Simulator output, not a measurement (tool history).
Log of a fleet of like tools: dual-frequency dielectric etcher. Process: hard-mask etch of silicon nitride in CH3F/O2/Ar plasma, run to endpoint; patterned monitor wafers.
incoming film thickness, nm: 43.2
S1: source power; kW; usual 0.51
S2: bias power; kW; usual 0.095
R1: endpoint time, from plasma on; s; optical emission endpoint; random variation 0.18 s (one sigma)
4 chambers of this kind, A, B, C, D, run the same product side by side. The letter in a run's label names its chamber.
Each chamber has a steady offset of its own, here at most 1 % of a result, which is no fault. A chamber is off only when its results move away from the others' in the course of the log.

| run | hour | S1 | S2 | R1 |
|---|---|---|---|---|
| 1D | 6.2 | 0.51 | 0.095 | 51.825 |
| 2A | 11.5 | 0.51 | 0.095 | 51.708 |
| 3C | 15.7 | 0.51 | 0.095 | 52.146 |
| 4B | 20.3 | 0.51 | 0.095 | 51.889 |
| 5C | 28.5 | 0.51 | 0.095 | 51.77 |
| 6A | 35.5 | 0.51 | 0.095 | 52.18 |
| 7D | 41.4 | 0.51 | 0.095 | 51.607 |
| 8B | 48.9 | 0.51 | 0.095 | 51.79 |
| 9C | 56.9 | 0.39 | 0.095 | 57.21 |
| 10A | 62.1 | 0.39 | 0.095 | 57.807 |
| 11B | 67.7 | 0.39 | 0.095 | 57.412 |
| 12D | 72.1 | 0.39 | 0.095 | 56.246 |
| 13A | 80.3 | 0.51 | 0.095 | 51.906 |
| 14B | 88.1 | 0.51 | 0.095 | 51.682 |
| 15C | 93.1 | 0.63 | 0.079 | 51.131 |
| 16D | 101.4 | 0.63 | 0.079 | 50.392 |
| 17A | 107.9 | 0.63 | 0.079 | 50.817 |
| 18C | 114.6 | 0.63 | 0.079 | 51.259 |
| 19D | 121 | 0.61 | 0.095 | 47.873 |
| 20B | 127.4 | 0.61 | 0.095 | 48.317 |
| 21A | 132.2 | 0.61 | 0.095 | 48.455 |
| 22C | 139.4 | 0.61 | 0.095 | 48.638 |
| 23D | 147.6 | 0.51 | 0.095 | 51.089 |
| 24B | 151.7 | 0.51 | 0.095 | 51.926 |
| 25C | 158.5 | 0.51 | 0.095 | 51.891 |
|  | 165.3 | chamber C: wet clean of the chamber |
| 26D | 167.2 | 0.44 | 0.095 | 53.778 |
| 27A | 172.7 | 0.44 | 0.095 | 54.943 |
| 28B | 178.7 | 0.44 | 0.095 | 54.412 |
| 29D | 183 | 0.44 | 0.095 | 53.621 |
| 30C | 191.9 | 0.51 | 0.095 | 52.462 |
| 31A | 197.4 | 0.51 | 0.095 | 51.973 |
| 32B | 205.2 | 0.51 | 0.073 | 56.445 |
| 33C | 213.3 | 0.51 | 0.073 | 57.271 |
| 34B | 218.8 | 0.51 | 0.073 | 56.473 |
| 35D | 223.9 | 0.51 | 0.073 | 54.974 |
| 36A | 232.2 | 0.51 | 0.095 | 52.15 |
| 37C | 238.8 | 0.51 | 0.095 | 52.13 |
|  | 243.6 | chamber A: wet clean of the chamber |
| 38A | 245.8 | 0.4 | 0.109 | 54.226 |
| 39B | 254 | 0.4 | 0.109 | 53.901 |
| 40D | 258 | 0.4 | 0.109 | 52.491 |
| 41D | 265.9 | 0.4 | 0.109 | 52.319 |
| 42B | 274.9 | 0.51 | 0.095 | 51.463 |
| 43A | 279.9 | 0.51 | 0.095 | 51.993 |

Is one chamber off against the others, does the gauge drift, or is nothing wrong? If a chamber is off, say which, and what the likeliest cause is.

Chamber D drifts away from the others.
Cause: etch rate over this chamber's usual, % = 2.94.

Here are 4 candidates for chamber D's next run, each the usual settings with a change, their results left as question marks. Which one brings its results back in line with what the others give on the usual settings?
In line means no further than this from the other chambers' mean on the usual settings: R1 0.63 s
| 44D-1 | 286.4 | 0.54 | 0.1 | ? |
| 44D-2 | 286.4 | 0.56 | 0.103 | ? |
| 44D-3 | 286.4 | 0.47 | 0.087 | ? |
| 44D-4 | 286.4 | 0.51 | 0.085 | ? |

The other chambers' mean on the usual settings: R1 51.893 s
| run | R1 |
|---|---|
| 44D-1 | 48.111 |
| 44D-2 | 46.962 |
| 44D-3 | 53.247 |
| 44D-4 | 52.071 |
44D-4 brings the chamber back in line.
